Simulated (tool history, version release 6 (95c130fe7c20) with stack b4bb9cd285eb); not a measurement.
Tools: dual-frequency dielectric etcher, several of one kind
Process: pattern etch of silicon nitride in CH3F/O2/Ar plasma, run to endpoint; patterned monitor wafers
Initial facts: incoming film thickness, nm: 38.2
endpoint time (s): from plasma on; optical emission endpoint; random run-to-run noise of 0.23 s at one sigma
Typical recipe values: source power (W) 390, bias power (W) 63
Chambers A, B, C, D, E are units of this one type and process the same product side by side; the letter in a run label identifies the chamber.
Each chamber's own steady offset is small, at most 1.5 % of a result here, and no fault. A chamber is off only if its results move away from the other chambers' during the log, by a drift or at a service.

| run | hour | source power (W) | bias power (W) | endpoint time (s) |
|---|---|---|---|---|
| 1C | 2.5 | 390 | 63 | 57.880 |
| 2B | 6.0 | 390 | 63 | 58.644 |
| 3A | 10.0 | 390 | 63 | 57.917 |
| 4E | 13.3 | 390 | 63 | 58.263 |
| 5D | 17.1 | 420 | 77 | 53.235 |
| 6E | 20.7 | 420 | 77 | 53.008 |
| 7A | 22.7 | 420 | 77 | 52.692 |
| 8C | 24.7 | 420 | 77 | 52.331 |
| 9D | 28.9 | 420 | 77 | 53.478 |
| 10B | 30.7 | 310 | 56 | 66.838 |
| 11B | 33.7 | 310 | 56 | 66.769 |
| 12A | 36.4 | 310 | 56 | 65.816 |
| 13D | 39.3 | 310 | 56 | 67.011 |
| 14C | 43.3 | 310 | 56 | 65.311 |
| 15E | 45.2 | 390 | 63 | 57.841 |
| 16E | 48.0 | 340 | 53 | 64.790 |
| 17A | 51.4 | 340 | 53 | 64.097 |
| 18D | 53.7 | 340 | 53 | 65.693 |
| 19C | 57.7 | 340 | 53 | 64.161 |
| 20B | 61.8 | 340 | 53 | 65.420 |
| 21B | 63.9 | 390 | 63 | 58.295 |
| 22E | 67.9 | 390 | 50 | 62.404 |
| 23D | 70.4 | 390 | 50 | 63.234 |
|  | 73.6 | chamber C: wet clean of the chamber |
| 24C | 73.9 | 390 | 50 | 62.443 |
| 25A | 76.0 | 390 | 50 | 61.173 |
|  | 78.6 | chamber B: wet clean of the chamber |
| 26B | 79.1 | 390 | 50 | 63.189 |
| 27D | 83.0 | 390 | 63 | 58.970 |
| 28C | 86.9 | 390 | 63 | 58.125 |
| 29E | 89.0 | 390 | 63 | 57.942 |
| 30A | 92.5 | 390 | 63 | 56.225 |
| 31B | 94.8 | 390 | 63 | 58.398 |
| 32E | 98.6 | 390 | 63 | 58.065 |
| 33A | 101.3 | 390 | 63 | 56.120 |
| 34D | 105.2 | 390 | 63 | 59.369 |
|  | 107.6 | chamber E: bias power generator calibrated |
| 35C | 108.7 | 390 | 63 | 57.795 |
| 36E | 110.8 | 390 | 63 | 58.243 |
| 37A | 114.4 | 300 | 70 | 59.862 |
| 38D | 116.4 | 300 | 70 | 62.743 |

Read the log: is a single chamber off, either drifting away or since a service, is the gauge that measures every chamber drifting, or is nothing wrong beyond small per-chamber offsets? Name any odd chamber and what most likely caused it.

Little by little, chamber A moves away from the other chambers.
What lies behind it: etch rate over this chamber's usual, % = 3.89.

Chamber A could run next with any of the 4 candidate recipes listed below; each alters the usual settings, and their results appear as question marks. Which one brings its results back in line with what the other chambers deliver on the usual settings?
A result is in line if it is within this distance of the other chambers' mean on the usual settings: endpoint time (s) 0.810
| 39A-1 | 119.5 | 420 | 67 | ? |
| 39A-2 | 119.5 | 370 | 63 | ? |
| 39A-3 | 119.5 | 400 | 65 | ? |
| 39A-4 | 119.5 | 390 | 55 | ? |

Average result of the remaining chambers running the usual settings: endpoint time (s) 58.343
| run | endpoint time (s) |
|---|---|
| 39A-1 | 53.074 |
| 39A-2 | 56.872 |
| 39A-3 | 54.628 |
| 39A-4 | 58.327 |
39A-4 puts the chamber back in line with the other chambers.
